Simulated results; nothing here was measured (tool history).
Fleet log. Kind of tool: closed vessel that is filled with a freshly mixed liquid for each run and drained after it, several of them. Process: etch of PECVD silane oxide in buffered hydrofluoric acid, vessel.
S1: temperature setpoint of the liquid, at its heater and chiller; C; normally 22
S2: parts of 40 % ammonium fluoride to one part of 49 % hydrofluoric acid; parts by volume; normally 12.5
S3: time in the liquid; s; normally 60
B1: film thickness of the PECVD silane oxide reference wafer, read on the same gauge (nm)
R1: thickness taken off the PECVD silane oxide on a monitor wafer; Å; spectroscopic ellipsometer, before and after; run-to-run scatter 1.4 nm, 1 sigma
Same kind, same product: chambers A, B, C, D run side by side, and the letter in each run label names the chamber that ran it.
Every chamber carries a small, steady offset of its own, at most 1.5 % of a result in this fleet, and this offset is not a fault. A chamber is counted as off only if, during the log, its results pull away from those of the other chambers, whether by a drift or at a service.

{"run": "1A", "hour": 11.3, "S1": 22, "S2": 12.5, "S3": 60, "B1": 120.02, "R1": 1385.2}
{"run": "2B", "hour": 22.6, "S1": 22, "S2": 12.5, "S3": 60, "B1": 120.03, "R1": 1364.7}
{"run": "3D", "hour": 32.8, "S1": 22, "S2": 12.5, "S3": 60, "B1": 120.0, "R1": 1412.5}
{"run": "4C", "hour": 39.0, "S1": 22, "S2": 12.5, "S3": 60, "B1": 119.99, "R1": 1377.0}
{"run": "5C", "hour": 45.3, "S1": 22, "S2": 12.5, "S3": 60, "B1": 119.99, "R1": 1369.1}
{"run": "6A", "hour": 54.1, "S1": 22, "S2": 12.5, "S3": 60, "B1": 119.98, "R1": 1389.5}
{"run": "7B", "hour": 59.2, "S1": 22, "S2": 12.5, "S3": 60, "B1": 120.02, "R1": 1389.8}
{"run": "8D", "hour": 70.8, "S1": 18, "S2": 15.5, "S3": 60, "B1": 119.99, "R1": 912.51}
{"run": "9C", "hour": 80.7, "S1": 18, "S2": 15.5, "S3": 60, "B1": 119.97, "R1": 893.4}
{"run": "10D", "hour": 86.1, "S1": 18, "S2": 15.5, "S3": 60, "B1": 120.0, "R1": 928.92}
{"run": "11B", "hour": 91.8, "S1": 18, "S2": 15.5, "S3": 60, "B1": 119.98, "R1": 893.1}
{"run": "12A", "hour": 97.7, "S1": 22, "S2": 12.5, "S3": 60, "B1": 119.97, "R1": 1363.9}
{"run": "13C", "hour": 108.9, "S1": 22, "S2": 12.5, "S3": 60, "B1": 119.96, "R1": 1364.9}
{"run": "14B", "hour": 113.9, "S1": 22, "S2": 12.5, "S3": 60, "B1": 119.99, "R1": 1386.7}
{"run": "15A", "hour": 125.2, "S1": 22, "S2": 12.5, "S3": 60, "B1": 120.02, "R1": 1359.1}
{"run": "16D", "hour": 131.4, "S1": 22, "S2": 12.5, "S3": 60, "B1": 119.99, "R1": 1392.2}
{"run": "17C", "hour": 137.4, "S1": 22, "S2": 12.5, "S3": 60, "B1": 120.01, "R1": 1375.4}
{"run": "18D", "hour": 147.3, "S1": 26, "S2": 12.5, "S3": 60, "B1": 119.98, "R1": 1736.6}
{"run": "19B", "hour": 154.5, "S1": 26, "S2": 12.5, "S3": 60, "B1": 119.98, "R1": 1717.0}
{"run": "20A", "hour": 165.2, "S1": 26, "S2": 12.5, "S3": 60, "B1": 120.01, "R1": 1679.3}
{"run": "21B", "hour": 170.5, "S1": 26, "S2": 12.5, "S3": 60, "B1": 120.03, "R1": 1734.1}
{"run": "22C", "hour": 181.4, "S1": 22, "S2": 12.5, "S3": 60, "B1": 119.98, "R1": 1376.6}
{"run": "23A", "hour": 188.9, "S1": 22, "S2": 12.5, "S3": 60, "B1": 120.03, "R1": 1355.7}
{"run": "24D", "hour": 197.4, "S1": 22, "S2": 17.0, "S3": 95, "B1": 119.99, "R1": 1640.0}
{"run": "25D", "hour": 206.9, "S1": 22, "S2": 17.0, "S3": 95, "B1": 120.0, "R1": 1626.9}
{"run": "26B", "hour": 216.8, "S1": 22, "S2": 17.0, "S3": 95, "B1": 120.0, "R1": 1612.2}
{"run": "27C", "hour": 224.4, "S1": 22, "S2": 17.0, "S3": 95, "B1": 119.96, "R1": 1590.0}
{"run": "28A", "hour": 232.5, "S1": 22, "S2": 12.5, "S3": 60, "B1": 119.96, "R1": 1305.9}
{"run": "29A", "hour": 239.4, "S1": 22, "S2": 12.5, "S3": 60, "B1": 119.98, "R1": 1338.6}
{"run": "30B", "hour": 246.6, "S1": 18, "S2": 12.5, "S3": 60, "B1": 119.99, "R1": 1085.3}
{"run": "31D", "hour": 257.1, "S1": 18, "S2": 12.5, "S3": 60, "B1": 120.02, "R1": 1112.0}
{"run": "32C", "hour": 267.8, "S1": 18, "S2": 12.5, "S3": 60, "B1": 119.96, "R1": 1101.5}
{"run": "33B", "hour": 277.2, "S1": 18, "S2": 12.5, "S3": 60, "B1": 119.99, "R1": 1084.8}
{"run": "34A", "hour": 286.3, "S1": 22, "S2": 12.5, "S3": 60, "B1": 120.0, "R1": 1266.0}
{"run": "35C", "hour": 294.2, "S1": 22, "S2": 12.5, "S3": 60, "B1": 120.0, "R1": 1375.4}
{"run": "36D", "hour": 302.2, "S1": 22, "S2": 12.5, "S3": 80, "B1": 120.02, "R1": 1878.7}

Predict what each chamber gives when all 4 of them run the settings below next.
{"run": "37A", "hour": 310.6, "S1": 22, "S2": 12.5, "S3": 60, "R1": "?"}
{"run": "37B", "hour": 310.6, "S1": 22, "S2": 12.5, "S3": 60, "R1": "?"}
{"run": "37C", "hour": 310.6, "S1": 22, "S2": 12.5, "S3": 60, "R1": "?"}
{"run": "37D", "hour": 310.6, "S1": 22, "S2": 12.5, "S3": 60, "R1": "?"}

run=37A R1=1227.40
run=37B R1=1346.40
run=37C R1=1374.10
run=37D R1=1385.80
